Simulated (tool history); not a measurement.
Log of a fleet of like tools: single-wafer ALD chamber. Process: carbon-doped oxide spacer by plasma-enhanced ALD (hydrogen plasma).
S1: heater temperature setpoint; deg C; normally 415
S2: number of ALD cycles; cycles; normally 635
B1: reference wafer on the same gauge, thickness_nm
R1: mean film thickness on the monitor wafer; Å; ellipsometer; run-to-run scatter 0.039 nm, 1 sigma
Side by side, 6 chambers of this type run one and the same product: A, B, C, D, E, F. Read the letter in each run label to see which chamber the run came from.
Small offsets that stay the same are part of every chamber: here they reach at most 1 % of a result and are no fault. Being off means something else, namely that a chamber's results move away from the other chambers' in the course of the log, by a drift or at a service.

| run | day | S1 | S2 | B1 | R1 |
|---|---|---|---|---|---|
| 1B | 0.354 | 415 | 635 | 34.695 | 303.28 |
| 2A | 0.642 | 415 | 635 | 34.685 | 304.31 |
| 3D | 0.875 | 415 | 635 | 34.688 | 300.74 |
| 4E | 1.062 | 415 | 635 | 34.685 | 303.94 |
| 5F | 1.329 | 415 | 635 | 34.682 | 301.09 |
| 6C | 1.588 | 415 | 635 | 34.675 | 302.58 |
| 7A | 1.75 | 415 | 512 | 34.671 | 245.8 |
| 8C | 2.088 | 415 | 512 | 34.673 | 244.16 |
| 9B | 2.412 | 415 | 512 | 34.659 | 244.57 |
| 10F | 2.65 | 415 | 512 | 34.657 | 242.15 |
| 11D | 2.862 | 415 | 512 | 34.649 | 242.85 |
| 12E | 3.067 | 415 | 512 | 34.647 | 244.85 |
| 13A | 3.408 | 415 | 635 | 34.64 | 304.03 |
| 14E | 3.588 | 415 | 635 | 34.637 | 303.67 |
| 15F | 3.942 | 415 | 635 | 34.637 | 299.91 |
| 16C | 4.108 | 415 | 635 | 34.627 | 302.66 |
| 17D | 4.433 | 415 | 635 | 34.627 | 301.48 |
| 18B | 4.617 | 426 | 635 | 34.617 | 292.97 |
| 19C | 4.992 | 426 | 635 | 34.62 | 291.94 |
| 20F | 5.317 | 426 | 635 | 34.606 | 289.09 |
| 21B | 5.671 | 426 | 635 | 34.599 | 292.06 |
| 22E | 6.004 | 426 | 635 | 34.593 | 292.43 |
| 23A | 6.267 | 426 | 635 | 34.6 | 294.08 |
| 24D | 6.496 | 415 | 635 | 34.586 | 301.06 |
| 25C | 6.692 | 415 | 635 | 34.593 | 301.61 |
| 26D | 6.862 | 415 | 635 | 34.587 | 300.58 |
| 27B | 7.067 | 415 | 635 | 34.58 | 302.26 |
| 28F | 7.404 | 415 | 635 | 34.56 | 300.13 |
| 29E | 7.708 | 415 | 635 | 34.57 | 302.97 |
| 30A | 8.058 | 415 | 635 | 34.57 | 304.15 |
| 31B | 8.367 | 415 | 635 | 34.551 | 302.11 |
| 32D | 8.567 | 415 | 635 | 34.561 | 301.83 |
| 33E | 8.738 | 410 | 734 | 34.545 | 355.41 |
| 34A | 8.908 | 410 | 734 | 34.55 | 356.96 |
| 35C | 9.192 | 410 | 734 | 34.545 | 354.36 |
| 36F | 9.538 | 410 | 734 | 34.547 | 351.25 |
| 37E | 9.821 | 410 | 734 | 34.528 | 355.29 |
|  | 9.946 | chamber D: thermocouple changed; heater temperature recalibrated |
| 38D | 9.992 | 410 | 734 | 34.524 | 352.54 |
| 39B | 10.267 | 415 | 635 | 34.521 | 301.64 |
| 40A | 10.467 | 415 | 704 | 34.522 | 336.34 |

For the next run the whole fleet of 6 chambers uses the same settings. Give each chamber's results:
| 41A | 10.738 | 401 | 635 |  | ? |
| 41B | 10.738 | 401 | 635 |  | ? |
| 41C | 10.738 | 401 | 635 |  | ? |
| 41D | 10.738 | 401 | 635 |  | ? |
| 41E | 10.738 | 401 | 635 |  | ? |
| 41F | 10.738 | 401 | 635 |  | ? |

| run | R1 |
|---|---|
| 41A | 316.82 |
| 41B | 315.18 |
| 41C | 314.57 |
| 41D | 313.87 |
| 41E | 315.38 |
| 41F | 311.57 |

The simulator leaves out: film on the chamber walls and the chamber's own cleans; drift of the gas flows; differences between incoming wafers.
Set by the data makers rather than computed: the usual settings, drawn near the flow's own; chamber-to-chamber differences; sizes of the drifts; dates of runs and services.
